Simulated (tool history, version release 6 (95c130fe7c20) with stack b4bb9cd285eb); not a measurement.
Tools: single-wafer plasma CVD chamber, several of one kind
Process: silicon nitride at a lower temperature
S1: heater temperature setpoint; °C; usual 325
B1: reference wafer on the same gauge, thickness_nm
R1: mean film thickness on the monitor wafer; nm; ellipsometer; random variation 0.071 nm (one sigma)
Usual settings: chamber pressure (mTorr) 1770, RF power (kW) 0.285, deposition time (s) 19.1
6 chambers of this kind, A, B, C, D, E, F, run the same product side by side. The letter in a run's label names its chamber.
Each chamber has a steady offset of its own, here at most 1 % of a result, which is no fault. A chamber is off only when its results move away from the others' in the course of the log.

Run 1E, hour 6.6: usual settings; B1 22.898. Result: R1 22.438 nm.
Run 2F, hour 9.6: usual settings; B1 22.885. Result: R1 22.589 nm.
Run 3D, hour 13.3: usual settings; B1 22.906. Result: R1 22.45 nm.
Run 4C, hour 17.6: usual settings; B1 22.908. Result: R1 22.765 nm.
Run 5B, hour 23.1: usual settings; B1 22.906. Result: R1 22.362 nm.
Run 6A, hour 28.8: usual settings but S1 332 °C; B1 22.908. Result: R1 22.155 nm.
Run 7B, hour 35: usual settings but S1 332 °C; B1 22.92. Result: R1 22.26 nm.
Run 8E, hour 39.3: usual settings but S1 332 °C; B1 22.901. Result: R1 22.216 nm.
Run 9A, hour 44.8: usual settings but S1 332 °C; B1 22.893. Result: R1 22.295 nm.
Run 10D, hour 51.5: usual settings but S1 332 °C; B1 22.897. Result: R1 22.517 nm.
Run 11C, hour 57.4: usual settings but S1 332 °C; B1 22.9. Result: R1 22.81 nm.
Run 12F, hour 62.8: usual settings; B1 22.908. Result: R1 22.663 nm.
Run 13F, hour 68.2: usual settings; B1 22.899. Result: R1 22.528 nm.
Run 14D, hour 73.5: usual settings but chamber pressure (mTorr) 1400; B1 22.908. Result: R1 21.265 nm.
Run 15C, hour 76.7: usual settings but chamber pressure (mTorr) 1400; B1 22.91. Result: R1 21.196 nm.
Run 16E, hour 81: usual settings but chamber pressure (mTorr) 1400; B1 22.894. Result: R1 21.114 nm.
Run 17B, hour 84.8: usual settings but chamber pressure (mTorr) 1400; B1 22.912. Result: R1 21 nm.
Run 18A, hour 90.6: usual settings but chamber pressure (mTorr) 1400; B1 22.907. Result: R1 20.92 nm.
Run 19A, hour 94.5: usual settings but chamber pressure (mTorr) 1400; B1 22.904. Result: R1 20.826 nm.
Run 20D, hour 98: usual settings; B1 22.898. Result: R1 22.839 nm.
Run 21B, hour 101.2: usual settings; B1 22.882. Result: R1 22.302 nm.
Run 22E, hour 107.5: usual settings; B1 22.9. Result: R1 22.455 nm.
Run 23C, hour 111.5: usual settings; B1 22.897. Result: R1 22.768 nm.
Run 24F, hour 114.8: usual settings; B1 22.905. Result: R1 22.496 nm.
Run 25A, hour 118.3: usual settings; B1 22.911. Result: R1 22.295 nm.
Run 26C, hour 122.9: usual settings; B1 22.903. Result: R1 22.631 nm.
Run 27E, hour 126.8: usual settings; B1 22.888. Result: R1 22.344 nm.
Run 28B, hour 130.7: usual settings; B1 22.911. Result: R1 22.379 nm.
Run 29F, hour 134.8: usual settings; B1 22.89. Result: R1 22.574 nm.
Run 30D, hour 137.9: usual settings but S1 331 °C; B1 22.906. Result: R1 22.741 nm.
At hour 139.4: chamber C: RF generator calibrated.
Run 31F, hour 141.6: usual settings but S1 331 °C; B1 22.879. Result: R1 22.57 nm.
At hour 145.8: chamber E: RF generator calibrated.
Run 32D, hour 146.9: usual settings but S1 331 °C; B1 22.894. Result: R1 22.884 nm.
Run 33B, hour 150.6: usual settings but S1 331 °C; B1 22.906. Result: R1 22.176 nm.
Run 34E, hour 155.3: usual settings but S1 331 °C; B1 22.889. Result: R1 22.262 nm.
Run 35A, hour 159.8: usual settings but S1 331 °C; B1 22.899. Result: R1 22.247 nm.
Run 36C, hour 163.8: usual settings; B1 22.892. Result: R1 22.748 nm.
Run 37E, hour 170.3: usual settings; B1 22.895. Result: R1 22.429 nm.
Run 38B, hour 174.3: usual settings but deposition time (s) 20.4; B1 22.899. Result: R1 23.77 nm.

Next, every chamber runs the same settings. What will each give?
Run 39A, hour 179.1: usual settings. Result: R1 ?.
Run 39B, hour 179.1: usual settings. Result: R1 ?.
Run 39C, hour 179.1: usual settings. Result: R1 ?.
Run 39D, hour 179.1: usual settings. Result: R1 ?.
Run 39E, hour 179.1: usual settings. Result: R1 ?.
Run 39F, hour 179.1: usual settings. Result: R1 ?.

run      R1
39A  22.206
39B  22.354
39C  22.673
39D  22.882
39E  22.407
39F  22.621
